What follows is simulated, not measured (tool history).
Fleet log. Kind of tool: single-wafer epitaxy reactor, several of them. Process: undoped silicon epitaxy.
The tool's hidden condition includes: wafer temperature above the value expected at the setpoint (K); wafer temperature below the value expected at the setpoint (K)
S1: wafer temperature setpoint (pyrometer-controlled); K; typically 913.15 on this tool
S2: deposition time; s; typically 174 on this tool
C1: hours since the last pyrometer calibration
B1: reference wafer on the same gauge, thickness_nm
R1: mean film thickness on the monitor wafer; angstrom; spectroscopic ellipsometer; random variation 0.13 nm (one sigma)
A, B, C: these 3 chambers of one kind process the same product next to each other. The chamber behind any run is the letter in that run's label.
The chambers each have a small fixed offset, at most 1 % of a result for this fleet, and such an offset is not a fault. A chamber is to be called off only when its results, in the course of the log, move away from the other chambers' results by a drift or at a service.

| run | hour | S1 | S2 | C1 | B1 | R1 |
|---|---|---|---|---|---|---|
| 1C | 7.8 | 913.15 | 174 | 1037.7 | 22.093 | 235.67 |
| 2A | 20.3 | 913.15 | 174 | 488.5 | 22.073 | 233.03 |
| 3B | 32.9 | 913.15 | 174 | 116.8 | 22.124 | 234.64 |
| 4B | 40.5 | 913.15 | 174 | 124.4 | 22.068 | 232.62 |
| 5C | 55.2 | 899.15 | 174 | 1085.1 | 22.101 | 170.73 |
| 6A | 67.3 | 899.15 | 174 | 535.5 | 22.089 | 171.18 |
| 7A | 78.5 | 899.15 | 174 | 546.7 | 22.116 | 172.78 |
| 8C | 92.9 | 913.15 | 174 | 1122.8 | 22.092 | 236.28 |
| 9B | 106.7 | 913.15 | 174 | 190.6 | 22.103 | 232.96 |
| 10A | 113.9 | 913.15 | 174 | 582.1 | 22.111 | 238.59 |
| 11C | 125.7 | 913.15 | 174 | 1155.6 | 22.124 | 236.47 |
| 12B | 136.5 | 913.15 | 174 | 220.4 | 22.086 | 235.75 |
| 13B | 146.4 | 913.15 | 174 | 230.3 | 22.055 | 236.34 |
| 14A | 160.6 | 913.15 | 174 | 628.8 | 22.092 | 240.81 |
| 15C | 172.0 | 913.15 | 174 | 1201.9 | 22.081 | 235.02 |
| 16C | 180.7 | 913.15 | 174 | 1210.6 | 22.097 | 236.38 |
| 17A | 191.3 | 913.15 | 174 | 659.5 | 22.130 | 244.66 |
| 18B | 203.0 | 913.15 | 174 | 286.9 | 22.116 | 235.83 |
| 19C | 212.9 | 913.15 | 174 | 1242.8 | 22.084 | 232.89 |
| 20A | 228.0 | 913.15 | 174 | 696.2 | 22.105 | 245.27 |
| 21B | 235.8 | 913.15 | 174 | 319.7 | 22.106 | 233.64 |
| 22C | 249.9 | 913.15 | 174 | 1279.8 | 22.110 | 235.70 |
| 23A | 258.6 | 913.15 | 174 | 726.8 | 22.088 | 247.59 |
| 24B | 271.4 | 913.15 | 174 | 355.3 | 22.105 | 236.61 |
| 25B | 285.8 | 913.15 | 174 | 369.7 | 22.064 | 237.37 |

Decide between three cases: one chamber stands off from its peers, the gauge reading all wafers drifts, or nothing is wrong past each chamber's small offset. Where a chamber is off, say which and what most likely put it there.

It is chamber A that slowly wanders off from its peers.
What lies behind it: wafer temperature above the value expected at the setpoint (K) = 3.18.

Chamber A could run next with any of the 4 candidate recipes listed below; each alters the usual settings, and their results appear as question marks. Which one brings its results back in line with what the other chambers deliver on the usual settings?
To be in line, a result may differ from the other chambers' mean on the usual settings by at most: R1 4.60 angstrom
| 26A-1 | 297.2 | 913.15 | 170 |  |  | ? |
| 26A-2 | 297.2 | 916.15 | 174 |  |  | ? |
| 26A-3 | 297.2 | 913.15 | 178 |  |  | ? |
| 26A-4 | 297.2 | 913.15 | 163 |  |  | ? |

Average result of the remaining chambers running the usual settings: R1 234.89 angstrom
| run | R1 |
|---|---|
| 26A-1 | 244.35 |
| 26A-2 | 266.93 |
| 26A-3 | 255.85 |
| 26A-4 | 234.29 |
The answer is 26A-4, which returns the chamber to within the allowed miss of the others.
